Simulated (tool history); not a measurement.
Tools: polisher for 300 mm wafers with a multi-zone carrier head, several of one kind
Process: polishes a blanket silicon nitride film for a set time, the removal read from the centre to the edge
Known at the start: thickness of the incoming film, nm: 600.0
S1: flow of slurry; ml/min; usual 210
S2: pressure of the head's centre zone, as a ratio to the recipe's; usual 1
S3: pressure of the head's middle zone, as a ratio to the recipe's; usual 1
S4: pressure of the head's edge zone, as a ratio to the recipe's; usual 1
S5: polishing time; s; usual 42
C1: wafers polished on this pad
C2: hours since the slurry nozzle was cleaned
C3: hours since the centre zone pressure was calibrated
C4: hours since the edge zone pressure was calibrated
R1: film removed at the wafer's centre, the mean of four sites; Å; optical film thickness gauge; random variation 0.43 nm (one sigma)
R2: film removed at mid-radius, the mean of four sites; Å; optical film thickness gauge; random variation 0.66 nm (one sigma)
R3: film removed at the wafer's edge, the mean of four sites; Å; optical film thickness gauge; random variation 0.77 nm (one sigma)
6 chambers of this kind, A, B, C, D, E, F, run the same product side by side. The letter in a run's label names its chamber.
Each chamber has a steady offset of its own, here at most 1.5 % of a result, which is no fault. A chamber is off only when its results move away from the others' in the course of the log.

| run | day | S1 | S2 | S3 | S4 | S5 | C1 | C2 | C3 | C4 | R1 | R2 | R3 |
|---|---|---|---|---|---|---|---|---|---|---|---|---|---|
|  | 0.029 | chamber C: worn pad replaced by a new one |
|  | 0.533 | chamber C: slurry nozzle cleaned |
| 1A | 0.579 | 210 | 1 | 1 | 1 | 42 | 914 | 166.3 | 309.3 | 762.3 | 660.3 | 663.04 | 666.2 |
|  | 0.8 | chamber F: worn pad replaced by a new one |
|  | 1.012 | chamber D: slurry nozzle cleaned |
| 2F | 1.2 | 210 | 1 | 1 | 1 | 42 | 141 | 63.6 | 418.6 | 271.3 | 660.74 | 678.27 | 676.47 |
|  | 1.217 | chamber B: worn pad replaced by a new one |
|  | 1.354 | chamber B: slurry nozzle cleaned |
|  | 1.517 | chamber D: worn pad replaced by a new one |
| 3D | 1.521 | 210 | 1 | 1 | 1 | 42 | 2 | 12.2 | 299.6 | 581.6 | 664.74 | 666.35 | 659.93 |
|  | 1.983 | chamber A: worn pad replaced by a new one |
| 4C | 2.058 | 210 | 1 | 1 | 1 | 42 | 714 | 36.6 | 287 | 58.2 | 664.22 | 661.6 | 648.15 |
|  | 2.158 | chamber E: worn pad replaced by a new one |
| 5B | 2.425 | 210 | 1 | 1 | 1 | 42 | 426 | 25.8 | 242.3 | 516.3 | 667.88 | 681.12 | 661.66 |
| 6E | 2.875 | 210 | 1 | 1 | 1 | 42 | 252 | 242.7 | 427 | 581.3 | 672.37 | 660.98 | 660.09 |
|  | 3.012 | chamber D: centre zone pressure recalibrated |
| 7B | 3.45 | 210 | 1 | 1 | 1 | 42 | 786 | 50.4 | 266.9 | 540.9 | 662.8 | 672.43 | 668.11 |
|  | 3.933 | chamber C: worn pad replaced by a new one |
| 8E | 3.954 | 210 | 1 | 1 | 1 | 42 | 632 | 268.6 | 452.9 | 607.2 | 667.04 | 655.57 | 660.12 |
|  | 4.125 | chamber F: worn pad replaced by a new one |
|  | 4.288 | chamber B: worn pad replaced by a new one |
| 9F | 4.425 | 210 | 1 | 1 | 1 | 42 | 106 | 141 | 496 | 348.7 | 657.71 | 660.05 | 668.5 |
|  | 4.696 | chamber E: slurry nozzle cleaned |
|  | 4.85 | chamber D: worn pad replaced by a new one |
| 10A | 4.975 | 210 | 1 | 0.96 | 1 | 42 | 1052 | 271.8 | 414.8 | 867.8 | 656.3 | 650.88 | 645.39 |
| 11D | 5.429 | 210 | 1 | 0.96 | 1 | 42 | 204 | 106 | 58 | 675.4 | 661.26 | 637.51 | 650.38 |
|  | 5.608 | chamber A: edge zone pressure recalibrated |
| 12C | 5.725 | 210 | 1 | 0.96 | 1 | 42 | 631 | 124.6 | 375 | 146.2 | 663.09 | 643.92 | 662.35 |
|  | 6.146 | chamber E: worn pad replaced by a new one |
| 13D | 6.338 | 210 | 1 | 0.96 | 1 | 42 | 523 | 127.8 | 79.8 | 697.2 | 661.37 | 630.66 | 655.34 |
|  | 6.571 | chamber A: worn pad replaced by a new one |
| 14F | 6.704 | 210 | 1 | 0.96 | 1 | 42 | 908 | 195.7 | 550.7 | 403.4 | 663.5 | 627.35 | 673.61 |
| 15E | 7.112 | 210 | 1 | 0.96 | 1 | 42 | 340 | 58 | 528.7 | 683 | 662.87 | 633.43 | 664.37 |
| 16B | 7.712 | 210 | 1 | 0.89 | 1 | 28 | 1205 | 152.7 | 369.2 | 643.2 | 444.27 | 406.98 | 448.59 |
|  | 7.904 | chamber C: worn pad replaced by a new one |
|  | 8.108 | chamber B: worn pad replaced by a new one |
| 17A | 8.275 | 210 | 1 | 0.89 | 1 | 28 | 600 | 351 | 494 | 64 | 436.67 | 400.35 | 436.96 |
|  | 8.4 | chamber F: worn pad replaced by a new one |
|  | 8.633 | chamber D: worn pad replaced by a new one |
| 18C | 8.762 | 210 | 1 | 0.89 | 1 | 28 | 302 | 197.5 | 447.9 | 219.1 | 438.32 | 406.66 | 440.71 |
| 19A | 9.196 | 210 | 1 | 0.89 | 1 | 28 | 924 | 373.1 | 516.1 | 86.1 | 430.27 | 393.03 | 440.33 |
| 20D | 9.5 | 210 | 1 | 0.89 | 1 | 28 | 305 | 203.7 | 155.7 | 773.1 | 441.75 | 398.58 | 439.17 |
| 21E | 9.896 | 210 | 1 | 0.89 | 1 | 28 | 1319 | 124.8 | 595.5 | 749.8 | 451.17 | 398.91 | 447.33 |
|  | 9.954 | chamber E: worn pad replaced by a new one |
|  | 10.238 | chamber A: worn pad replaced by a new one |
| 22C | 10.417 | 210 | 1 | 1 | 1 | 42 | 884 | 237.2 | 487.6 | 258.8 | 661.66 | 662.42 | 638.03 |
| 23B | 10.758 | 210 | 1 | 1 | 1 | 42 | 933 | 225.8 | 442.3 | 716.3 | 666.84 | 668.21 | 663.19 |
|  | 10.954 | chamber C: worn pad replaced by a new one |
| 24F | 11.288 | 210 | 1 | 1 | 1 | 42 | 1016 | 305.7 | 660.7 | 513.4 | 663.75 | 661.39 | 667.33 |
|  | 11.321 | chamber B: worn pad replaced by a new one |
|  | 11.758 | chamber F: worn pad replaced by a new one |
| 25E | 11.912 | 210 | 1 | 1 | 1 | 42 | 689 | 173.2 | 643.9 | 798.2 | 665.82 | 654.89 | 665.83 |
|  | 12.154 | chamber D: worn pad replaced by a new one |
| 26B | 12.462 | 210 | 1 | 1 | 1 | 42 | 402 | 266.7 | 483.2 | 757.2 | 657.4 | 669.76 | 672.11 |
|  | 12.475 | chamber E: centre zone pressure recalibrated |
|  | 12.858 | chamber A: centre zone pressure recalibrated |
| 27C | 12.954 | 210 | 1 | 1 | 1 | 42 | 703 | 298.1 | 548.5 | 319.7 | 658.01 | 661.86 | 664.2 |
| 28A | 13.383 | 210 | 1 | 1 | 1 | 42 | 1107 | 473.6 | 12.6 | 186.6 | 645.61 | 654.92 | 656.41 |
| 29F | 13.717 | 210 | 1 | 1 | 1 | 42 | 689 | 364 | 719 | 571.7 | 663.53 | 666.44 | 666.16 |
|  | 13.742 | chamber E: worn pad replaced by a new one |
| 30D | 14.054 | 210 | 1 | 1 | 1 | 42 | 669 | 313 | 265 | 882.4 | 659.37 | 653.54 | 644.34 |
|  | 14.138 | chamber B: edge zone pressure recalibrated |
|  | 14.279 | chamber F: centre zone pressure recalibrated |
|  | 14.367 | chamber A: worn pad replaced by a new one |
| 31D | 14.392 | 255 | 1 | 1 | 1 | 42 | 787 | 321.1 | 273.1 | 890.5 | 679.44 | 679.74 | 656.2 |
|  | 14.558 | chamber B: worn pad replaced by a new one |
|  | 14.833 | chamber C: worn pad replaced by a new one |
| 32C | 15.008 | 255 | 1 | 1 | 1 | 42 | 62 | 347.4 | 597.8 | 369 | 681.6 | 691.61 | 673.14 |
| 33B | 15.425 | 255 | 1 | 1 | 1 | 42 | 305 | 337.8 | 554.3 | 31 | 679.86 | 695.73 | 684.18 |
|  | 15.733 | chamber F: worn pad replaced by a new one |
| 34F | 16.042 | 255 | 1 | 1 | 1 | 42 | 108 | 419.8 | 42.4 | 627.5 | 684.72 | 670.63 | 673.25 |
| 35A | 16.333 | 255 | 1 | 1 | 1 | 42 | 692 | 544.4 | 83.4 | 257.4 | 663.03 | 665.4 | 664.58 |
|  | 16.542 | chamber F: slurry nozzle cleaned |
| 36E | 16.912 | 255 | 1 | 1 | 1 | 42 | 1115 | 293.2 | 106.5 | 918.2 | 679.67 | 672.37 | 661 |
| 37E | 17.271 | 210 | 1 | 1 | 1 | 42 | 1241 | 301.8 | 115.1 | 926.8 | 663.55 | 659.13 | 665.53 |
| 38F | 17.9 | 260 | 1 | 1 | 1 | 42 | 761 | 32.6 | 87 | 672.1 | 672.65 | 673.84 | 672.9 |

All 6 chambers run these settings next. Forecast each chamber's results:
| 39A | 18.354 | 210 | 1 | 1 | 1 | 42 |  |  |  |  | ? | ? | ? |
| 39B | 18.354 | 210 | 1 | 1 | 1 | 42 |  |  |  |  | ? | ? | ? |
| 39C | 18.354 | 210 | 1 | 1 | 1 | 42 |  |  |  |  | ? | ? | ? |
| 39D | 18.354 | 210 | 1 | 1 | 1 | 42 |  |  |  |  | ? | ? | ? |
| 39E | 18.354 | 210 | 1 | 1 | 1 | 42 |  |  |  |  | ? | ? | ? |
| 39F | 18.354 | 210 | 1 | 1 | 1 | 42 |  |  |  |  | ? | ? | ? |

| run | R1 | R2 | R3 |
|---|---|---|---|
| 39A | 643.78 | 645.28 | 653.51 |
| 39B | 665.51 | 678.52 | 658.68 |
| 39C | 657.08 | 657.12 | 652.18 |
| 39D | 660.65 | 666.9 | 650.78 |
| 39E | 668.07 | 656.12 | 662.47 |
| 39F | 659.2 | 651.16 | 672.97 |

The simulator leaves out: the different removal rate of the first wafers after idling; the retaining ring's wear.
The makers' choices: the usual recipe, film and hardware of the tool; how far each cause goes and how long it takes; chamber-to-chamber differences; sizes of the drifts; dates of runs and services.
